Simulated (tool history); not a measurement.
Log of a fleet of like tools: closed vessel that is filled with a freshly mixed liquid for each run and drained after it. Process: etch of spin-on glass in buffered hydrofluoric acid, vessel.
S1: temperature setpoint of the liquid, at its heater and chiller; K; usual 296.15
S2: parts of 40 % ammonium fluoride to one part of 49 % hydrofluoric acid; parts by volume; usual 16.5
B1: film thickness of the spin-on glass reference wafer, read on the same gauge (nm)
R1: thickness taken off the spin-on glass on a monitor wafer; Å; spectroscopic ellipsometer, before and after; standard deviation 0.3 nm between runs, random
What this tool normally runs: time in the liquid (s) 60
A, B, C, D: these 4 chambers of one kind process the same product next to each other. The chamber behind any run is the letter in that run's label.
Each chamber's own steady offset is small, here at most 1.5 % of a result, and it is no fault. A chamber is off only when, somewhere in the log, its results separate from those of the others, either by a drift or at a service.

Run 1D, hour 7.3: usual settings; B1 80.017. Result: R1 882.65 Å.
Run 2C, hour 12.1: usual settings; B1 80.021. Result: R1 901.56 Å.
At hour 13.4: chamber A: hydrofluoric acid flow meter replaced.
Run 3A, hour 16.7: usual settings; B1 79.998. Result: R1 891.58 Å.
At hour 18.7: chamber D: hydrofluoric acid flow meter replaced.
Run 4B, hour 26.5: usual settings; B1 79.989. Result: R1 906.55 Å.
Run 5D, hour 35.1: usual settings but S1 293.15 K, time in the liquid (s) 85; B1 80.008. Result: R1 1068.9 Å.
Run 6B, hour 41.8: usual settings but S1 293.15 K, time in the liquid (s) 85; B1 80.009. Result: R1 1084.6 Å.
Run 7A, hour 50.5: usual settings but S1 293.15 K, time in the liquid (s) 85; B1 80.04. Result: R1 1074.6 Å.
Run 8C, hour 58.7: usual settings but S1 293.15 K, time in the liquid (s) 85; B1 80.01. Result: R1 1081.3 Å.
Run 9A, hour 67.7: usual settings; B1 80.014. Result: R1 883.79 Å.
Run 10C, hour 72.9: usual settings; B1 80.024. Result: R1 902.6 Å.
Run 11D, hour 81.1: usual settings; B1 80.029. Result: R1 888.32 Å.
Run 12B, hour 86.2: usual settings; B1 79.972. Result: R1 904.25 Å.
Run 13C, hour 90.7: usual settings; B1 79.984. Result: R1 905.39 Å.
Run 14A, hour 95.6: usual settings; B1 80. Result: R1 891.24 Å.
Run 15B, hour 104.8: usual settings; B1 79.958. Result: R1 908.19 Å.
Run 16D, hour 114: usual settings; B1 79.986. Result: R1 886.55 Å.
Run 17C, hour 120.8: usual settings; B1 79.992. Result: R1 903.9 Å.
Run 18B, hour 126.9: usual settings; B1 80.018. Result: R1 904.58 Å.
Run 19D, hour 131.7: usual settings; B1 80.007. Result: R1 894.2 Å.
Run 20A, hour 140.4: usual settings; B1 79.975. Result: R1 891.59 Å.
Run 21D, hour 150.7: usual settings; B1 79.977. Result: R1 895.95 Å.
Run 22A, hour 158.2: usual settings; B1 80.022. Result: R1 896.32 Å.
Run 23C, hour 162.7: usual settings; B1 80.028. Result: R1 898.98 Å.
Run 24B, hour 170.5: usual settings; B1 79.986. Result: R1 908.49 Å.
Run 25A, hour 175.1: usual settings; B1 79.996. Result: R1 890.54 Å.
Run 26C, hour 185.5: usual settings; B1 80.037. Result: R1 902.11 Å.
Run 27D, hour 191.1: usual settings but time in the liquid (s) 45; B1 79.996. Result: R1 667.23 Å.
Run 28B, hour 195.8: usual settings but time in the liquid (s) 45; B1 80.038. Result: R1 676.38 Å.
Run 29A, hour 203.5: usual settings but time in the liquid (s) 45; B1 80.001. Result: R1 669.11 Å.

Next, all 4 chambers run the settings below, one line each with question marks for the results. What does each chamber give?
Run 30A, hour 211: usual settings but time in the liquid (s) 80. Result: R1 ?.
Run 30B, hour 211: usual settings but time in the liquid (s) 80. Result: R1 ?.
Run 30C, hour 211: usual settings but time in the liquid (s) 80. Result: R1 ?.
Run 30D, hour 211: usual settings but time in the liquid (s) 80. Result: R1 ?.

run      R1
30A  1180.6
30B  1202.3
30C  1209.3
30D    1184
